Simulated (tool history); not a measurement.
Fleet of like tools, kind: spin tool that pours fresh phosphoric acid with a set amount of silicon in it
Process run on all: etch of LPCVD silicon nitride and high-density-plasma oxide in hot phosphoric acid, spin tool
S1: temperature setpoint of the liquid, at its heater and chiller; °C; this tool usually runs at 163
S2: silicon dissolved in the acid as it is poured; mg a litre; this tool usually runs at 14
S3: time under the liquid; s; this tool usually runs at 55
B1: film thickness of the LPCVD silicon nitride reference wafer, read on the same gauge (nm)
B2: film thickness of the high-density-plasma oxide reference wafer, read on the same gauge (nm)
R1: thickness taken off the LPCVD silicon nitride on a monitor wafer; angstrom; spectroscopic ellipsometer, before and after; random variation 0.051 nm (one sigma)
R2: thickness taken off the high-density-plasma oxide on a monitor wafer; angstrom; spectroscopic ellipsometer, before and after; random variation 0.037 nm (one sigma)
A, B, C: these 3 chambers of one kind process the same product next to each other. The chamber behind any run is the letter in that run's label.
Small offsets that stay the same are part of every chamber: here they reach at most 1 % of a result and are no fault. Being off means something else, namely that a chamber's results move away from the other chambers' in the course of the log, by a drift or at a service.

| run | hour | S1 | S2 | S3 | B1 | B2 | R1 | R2 |
|---|---|---|---|---|---|---|---|---|
| 1A | 4.4 | 163 | 14 | 55 | 99.98 | 110 | 53.931 | 1.5177 |
| 2C | 12.1 | 163 | 14 | 55 | 99.993 | 110.01 | 52.742 | 1.2865 |
| 3B | 15.8 | 163 | 14 | 55 | 99.982 | 110 | 53.847 | 2.4839 |
| 4B | 20.2 | 163 | 14 | 55 | 99.973 | 109.98 | 51.983 | 1.6322 |
| 5C | 24.6 | 163 | 14 | 70 | 99.995 | 110.02 | 67.908 | 1.9958 |
| 6A | 31.5 | 163 | 14 | 70 | 99.977 | 110.03 | 67.434 | 2.2878 |
|  | 36.3 | chamber B: thermometer replaced |
| 7A | 39.3 | 163 | 14 | 70 | 100.02 | 110.01 | 67.381 | 2.8893 |
| 8B | 44.1 | 163 | 14 | 55 | 100.01 | 110 | 52.064 | 1.2528 |
| 9C | 48.7 | 163 | 14 | 55 | 99.976 | 110.01 | 52.786 | 2.3183 |
| 10A | 52.8 | 163 | 14 | 55 | 100.06 | 110.05 | 51.886 | 2.2091 |
| 11C | 59.9 | 163 | 14 | 55 | 99.974 | 109.98 | 51.969 | 1.5506 |
| 12B | 64.5 | 163 | 14 | 55 | 99.981 | 110 | 53.798 | 1.7321 |
| 13C | 72.4 | 163 | 14 | 55 | 99.988 | 110 | 51.273 | 2.1533 |
| 14A | 80 | 163 | 14 | 55 | 99.997 | 109.98 | 52.559 | 1.3311 |
| 15B | 84.5 | 163 | 14 | 55 | 100.02 | 110 | 53.046 | 1.506 |
|  | 89.3 | chamber A: thermometer replaced |
| 16A | 91.2 | 160.5 | 14 | 35 | 99.957 | 110.01 | 30.57 | 0.73103 |
| 17C | 96.6 | 160.5 | 14 | 35 | 99.96 | 110 | 29.441 | 0.56135 |
| 18B | 101.8 | 160.5 | 14 | 35 | 100.02 | 110.01 | 30.901 | 0.86837 |
| 19C | 107.7 | 163 | 14 | 55 | 100.01 | 109.98 | 49.95 | 1.7412 |
| 20A | 111.3 | 163 | 14 | 55 | 99.949 | 110.01 | 52.71 | 1.2069 |
| 21B | 116.5 | 163 | 14 | 55 | 99.976 | 109.99 | 53.295 | 1.4495 |
| 22B | 124.2 | 163 | 14 | 55 | 99.98 | 110.01 | 52.914 | 2.0595 |
| 23A | 129.9 | 163 | 14 | 55 | 100.03 | 110.03 | 52.926 | 2.5018 |
| 24C | 136.9 | 163 | 9 | 70 | 100.04 | 110 | 63.394 | 2.0168 |
| 25C | 144.9 | 163 | 9 | 70 | 99.996 | 109.98 | 61.128 | 2.2247 |
| 26A | 148.5 | 163 | 9 | 70 | 100.03 | 109.99 | 67.702 | 2.5091 |
| 27B | 154.1 | 163 | 14 | 55 | 99.981 | 109.99 | 53.325 | 2.7004 |
| 28B | 159.7 | 163 | 14 | 55 | 99.966 | 109.99 | 53.019 | 2.1425 |
| 29A | 167 | 163 | 14 | 55 | 100 | 110.02 | 54.111 | 1.8833 |
| 30C | 173.8 | 163 | 14 | 55 | 99.977 | 110 | 47.396 | 0.96754 |
| 31C | 177.9 | 163 | 14 | 55 | 99.998 | 109.98 | 46.997 | 0.84255 |

Each of the 3 chambers runs these same settings next. Fill in every chamber's results:
| 32A | 183.7 | 163 | 14 | 55 |  |  | ? | ? |
| 32B | 183.7 | 163 | 14 | 55 |  |  | ? | ? |
| 32C | 183.7 | 163 | 14 | 55 |  |  | ? | ? |

| run | R1 | R2 |
|---|---|---|
| 32A | 52.233 | 1.5674 |
| 32B | 53.389 | 2.2488 |
| 32C | 47.672 | 1.8258 |
